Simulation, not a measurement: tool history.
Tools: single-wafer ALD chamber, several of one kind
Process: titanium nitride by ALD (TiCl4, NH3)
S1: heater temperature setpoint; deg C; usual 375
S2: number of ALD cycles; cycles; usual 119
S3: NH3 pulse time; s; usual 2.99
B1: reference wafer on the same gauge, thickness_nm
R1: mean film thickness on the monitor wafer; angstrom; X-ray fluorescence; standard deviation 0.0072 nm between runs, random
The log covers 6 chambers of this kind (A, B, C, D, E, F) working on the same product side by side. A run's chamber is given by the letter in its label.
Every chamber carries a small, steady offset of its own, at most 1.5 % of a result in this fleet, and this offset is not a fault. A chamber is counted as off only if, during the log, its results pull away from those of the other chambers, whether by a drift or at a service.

run     day   S1   S2    S3      B1      R1
 1A   0.238  375  119  2.99  2.9511  26.357
 2D   0.492  375  119  2.99  2.9497  26.445
 3F   0.854  375  119  2.99  2.9510  26.112
 4C   1.150  375  119  2.99  2.9484  26.618
 5E   1.396  375  104  3.64  2.9486  23.290
 6B   1.904  375  104  3.64  2.9495  22.954
 7F   2.312  375  104  3.64  2.9484  23.184
 8A   2.812  375  104  3.64  2.9494  23.203
 9B   3.229  375  104  3.64  2.9508  22.983
10E   3.517  375  104  3.64  2.9486  23.345
11D   3.971  375  119  2.99  2.9499  26.395
12C   4.238  375  119  3.56  2.9498  26.862
13F   4.504  375  119  3.56  2.9510  26.301
14C   4.754  375  119  3.56  2.9495  26.742
15E   5.088  375  119  3.56  2.9497  26.651
16A   5.512  375  119  3.56  2.9510  26.476
17B   5.892  375  119  3.56  2.9507  26.112
18D   6.400  375  119  2.99  2.9505  26.287
19E   6.746  375  119  2.99  2.9501  26.386
20B   7.212  375  119  2.99  2.9503  26.126
21D   7.488  370   96  2.99  2.9517  21.081
22F   7.875  370   96  2.99  2.9510  21.038
23A   8.388  370   96  2.99  2.9520  21.061
24C   8.692  370   96  2.99  2.9491  21.203
25D   9.083  370   96  2.99  2.9499  21.098
26F   9.546  370   96  2.99  2.9474  20.891
27E   9.800  375  119  2.99  2.9515  26.395
28C  10.258  375  119  2.99  2.9518  26.501
29B  10.654  375  119  2.99  2.9513  26.120
30A  11.054  375  119  2.99  2.9513  26.411
     11.538  -- chamber E: thermocouple changed; heater temperature recalibrated
31E  11.571  375  119  2.99  2.9506  26.474
32F  11.912  375  119  2.99  2.9483  26.131
33C  12.350  375  119  2.99  2.9481  26.502
34D  12.771  375  119  2.99  2.9482  26.392
35A  13.088  375  119  2.99  2.9494  26.485
36B  13.429  375  119  2.99  2.9493  26.119
37B  13.683  375  119  2.99  2.9492  25.980
38C  13.971  375  119  2.99  2.9496  26.640
39F  14.488  375  119  2.99  2.9486  26.052
40A  14.842  375  119  2.99  2.9503  26.402
41E  15.242  375  119  2.99  2.9500  26.421

All 6 chambers run these settings next. Forecast each chamber's results:
42A  15.638  375  119  3.75       ?
42B  15.638  375  119  3.75       ?
42C  15.638  375  119  3.75       ?
42D  15.638  375  119  3.75       ?
42E  15.638  375  119  3.75       ?
42F  15.638  375  119  3.75       ?

run      R1
42A  26.675
42B  26.355
42C  26.850
42D  26.699
42E  26.594
42F  26.363
